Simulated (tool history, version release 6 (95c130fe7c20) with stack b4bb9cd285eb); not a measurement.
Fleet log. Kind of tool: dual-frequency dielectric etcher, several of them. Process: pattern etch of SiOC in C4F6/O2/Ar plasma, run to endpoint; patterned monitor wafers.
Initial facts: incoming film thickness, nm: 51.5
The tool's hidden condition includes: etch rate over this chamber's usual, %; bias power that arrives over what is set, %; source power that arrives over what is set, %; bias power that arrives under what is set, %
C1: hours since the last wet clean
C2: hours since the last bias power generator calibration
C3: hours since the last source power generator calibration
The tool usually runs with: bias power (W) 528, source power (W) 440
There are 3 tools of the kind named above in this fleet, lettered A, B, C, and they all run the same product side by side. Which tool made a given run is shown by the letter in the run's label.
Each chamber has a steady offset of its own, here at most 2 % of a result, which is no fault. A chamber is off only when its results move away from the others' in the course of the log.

{"run": "1A", "day": 0.542, "bias power (W)": 528, "source power (W)": 440, "C1": 337.7, "C2": 4825.4, "C3": 517.5, "endpoint time (s)": 16.521}
{"run": "2B", "day": 1.158, "bias power (W)": 528, "source power (W)": 440, "C1": 147.7, "C2": 1722.1, "C3": 3366.3, "endpoint time (s)": 16.679}
{"run": "3C", "day": 1.521, "bias power (W)": 528, "source power (W)": 440, "C1": 364.0, "C2": 1396.8, "C3": 76.5, "endpoint time (s)": 16.361}
{"run": "4C", "day": 2.025, "bias power (W)": 528, "source power (W)": 440, "C1": 376.1, "C2": 1408.9, "C3": 88.6, "endpoint time (s)": 16.511}
{"run": "5B", "day": 2.621, "bias power (W)": 528, "source power (W)": 440, "C1": 182.8, "C2": 1757.2, "C3": 3401.4, "endpoint time (s)": 16.563}
{"run": "6A", "day": 3.175, "bias power (W)": 528, "source power (W)": 440, "C1": 400.9, "C2": 4888.6, "C3": 580.7, "endpoint time (s)": 16.42}
{"run": "7B", "day": 3.567, "bias power (W)": 528, "source power (W)": 440, "C1": 205.5, "C2": 1779.9, "C3": 3424.1, "endpoint time (s)": 16.628}
{"run": "8A", "day": 4.112, "bias power (W)": 439, "source power (W)": 440, "C1": 423.4, "C2": 4911.1, "C3": 603.2, "endpoint time (s)": 17.582}
{"run": "9C", "day": 4.45, "bias power (W)": 439, "source power (W)": 440, "C1": 434.3, "C2": 1467.1, "C3": 146.8, "endpoint time (s)": 17.702}
{"run": "10A", "day": 4.883, "bias power (W)": 439, "source power (W)": 440, "C1": 441.9, "C2": 4929.6, "C3": 621.7, "endpoint time (s)": 17.694}
{"run": "11B", "day": 5.442, "bias power (W)": 528, "source power (W)": 440, "C1": 250.5, "C2": 1824.9, "C3": 3469.1, "endpoint time (s)": 16.5}
{"run": "12C", "day": 5.812, "bias power (W)": 528, "source power (W)": 440, "C1": 467.0, "C2": 1499.8, "C3": 179.5, "endpoint time (s)": 16.462}
{"run": "13C", "day": 6.15, "bias power (W)": 528, "source power (W)": 440, "C1": 475.1, "C2": 1507.9, "C3": 187.6, "endpoint time (s)": 16.407}
{"run": "14A", "day": 6.467, "bias power (W)": 528, "source power (W)": 440, "C1": 479.9, "C2": 4967.6, "C3": 659.7, "endpoint time (s)": 16.224}
{"run": "15B", "day": 7.029, "bias power (W)": 636, "source power (W)": 410, "C1": 288.6, "C2": 1863.0, "C3": 3507.2, "endpoint time (s)": 15.892}
{"run": "16C", "day": 7.529, "bias power (W)": 636, "source power (W)": 410, "C1": 508.2, "C2": 1541.0, "C3": 220.7, "endpoint time (s)": 15.676}
{"run": "17B", "day": 8.125, "bias power (W)": 636, "source power (W)": 410, "C1": 314.9, "C2": 1889.3, "C3": 3533.5, "endpoint time (s)": 15.811}
{"run": "18A", "day": 8.412, "bias power (W)": 528, "source power (W)": 440, "C1": 526.6, "C2": 5014.3, "C3": 706.4, "endpoint time (s)": 16.057}
{"day": 8.983, "done": "chamber B: source power generator calibrated"}
{"run": "19A", "day": 9.012, "bias power (W)": 528, "source power (W)": 440, "C1": 541.0, "C2": 5028.7, "C3": 720.8, "endpoint time (s)": 16.14}
{"run": "20C", "day": 9.338, "bias power (W)": 528, "source power (W)": 440, "C1": 551.6, "C2": 1584.4, "C3": 264.1, "endpoint time (s)": 16.434}
{"run": "21B", "day": 9.925, "bias power (W)": 528, "source power (W)": 440, "C1": 358.1, "C2": 1932.5, "C3": 22.7, "endpoint time (s)": 16.637}
{"run": "22A", "day": 10.296, "bias power (W)": 528, "source power (W)": 440, "C1": 571.8, "C2": 5059.5, "C3": 751.6, "endpoint time (s)": 16.028}
{"day": 10.542, "done": "chamber C: wet clean of the chamber"}
{"run": "23C", "day": 10.742, "bias power (W)": 528, "source power (W)": 440, "C1": 4.9, "C2": 1618.1, "C3": 297.8, "endpoint time (s)": 16.355}
{"day": 10.971, "done": "chamber B: bias power generator calibrated"}
{"run": "24B", "day": 11.292, "bias power (W)": 528, "source power (W)": 440, "C1": 390.9, "C2": 7.8, "C3": 55.5, "endpoint time (s)": 16.701}
{"run": "25A", "day": 11.879, "bias power (W)": 654, "source power (W)": 400, "C1": 609.8, "C2": 5097.5, "C3": 789.6, "endpoint time (s)": 15.234}
{"run": "26C", "day": 12.246, "bias power (W)": 654, "source power (W)": 400, "C1": 41.0, "C2": 1654.2, "C3": 333.9, "endpoint time (s)": 15.657}
{"run": "27B", "day": 12.771, "bias power (W)": 654, "source power (W)": 400, "C1": 426.4, "C2": 43.3, "C3": 91.0, "endpoint time (s)": 15.91}
{"run": "28A", "day": 13.05, "bias power (W)": 528, "source power (W)": 440, "C1": 637.9, "C2": 5125.6, "C3": 817.7, "endpoint time (s)": 15.861}
{"run": "29C", "day": 13.429, "bias power (W)": 528, "source power (W)": 440, "C1": 69.4, "C2": 1682.6, "C3": 362.3, "endpoint time (s)": 16.309}
{"run": "30B", "day": 13.858, "bias power (W)": 528, "source power (W)": 440, "C1": 452.5, "C2": 69.4, "C3": 117.1, "endpoint time (s)": 16.689}

Is one chamber off against the others, does the gauge drift, or is nothing wrong? If a chamber is off, say which, and what the likeliest cause is.

Chamber A drifts away from the others.
Cause: etch rate over this chamber's usual, % = 4.65.

Here are 4 candidates for chamber A's next run, each the usual settings with a change, their results left as question marks. Which one brings its results back in line with what the others give on the usual settings?
To be in line, a result may differ from the other chambers' mean on the usual settings by at most: endpoint time (s) 0.210
{"run": "31A-1", "day": 14.325, "bias power (W)": 553, "source power (W)": 440, "endpoint time (s)": "?"}
{"run": "31A-2", "day": 14.325, "bias power (W)": 528, "source power (W)": 380, "endpoint time (s)": "?"}
{"run": "31A-3", "day": 14.325, "bias power (W)": 528, "source power (W)": 420, "endpoint time (s)": "?"}
{"run": "31A-4", "day": 14.325, "bias power (W)": 564, "source power (W)": 470, "endpoint time (s)": "?"}

The mean the other chambers reach with the usual settings: endpoint time (s) 16.547
run=31A-1 endpoint_time_(s)=15.475
run=31A-2 endpoint_time_(s)=16.618
run=31A-3 endpoint_time_(s)=16.021
run=31A-4 endpoint_time_(s)=14.994
It is 31A-2 that realigns the chamber with its peers.

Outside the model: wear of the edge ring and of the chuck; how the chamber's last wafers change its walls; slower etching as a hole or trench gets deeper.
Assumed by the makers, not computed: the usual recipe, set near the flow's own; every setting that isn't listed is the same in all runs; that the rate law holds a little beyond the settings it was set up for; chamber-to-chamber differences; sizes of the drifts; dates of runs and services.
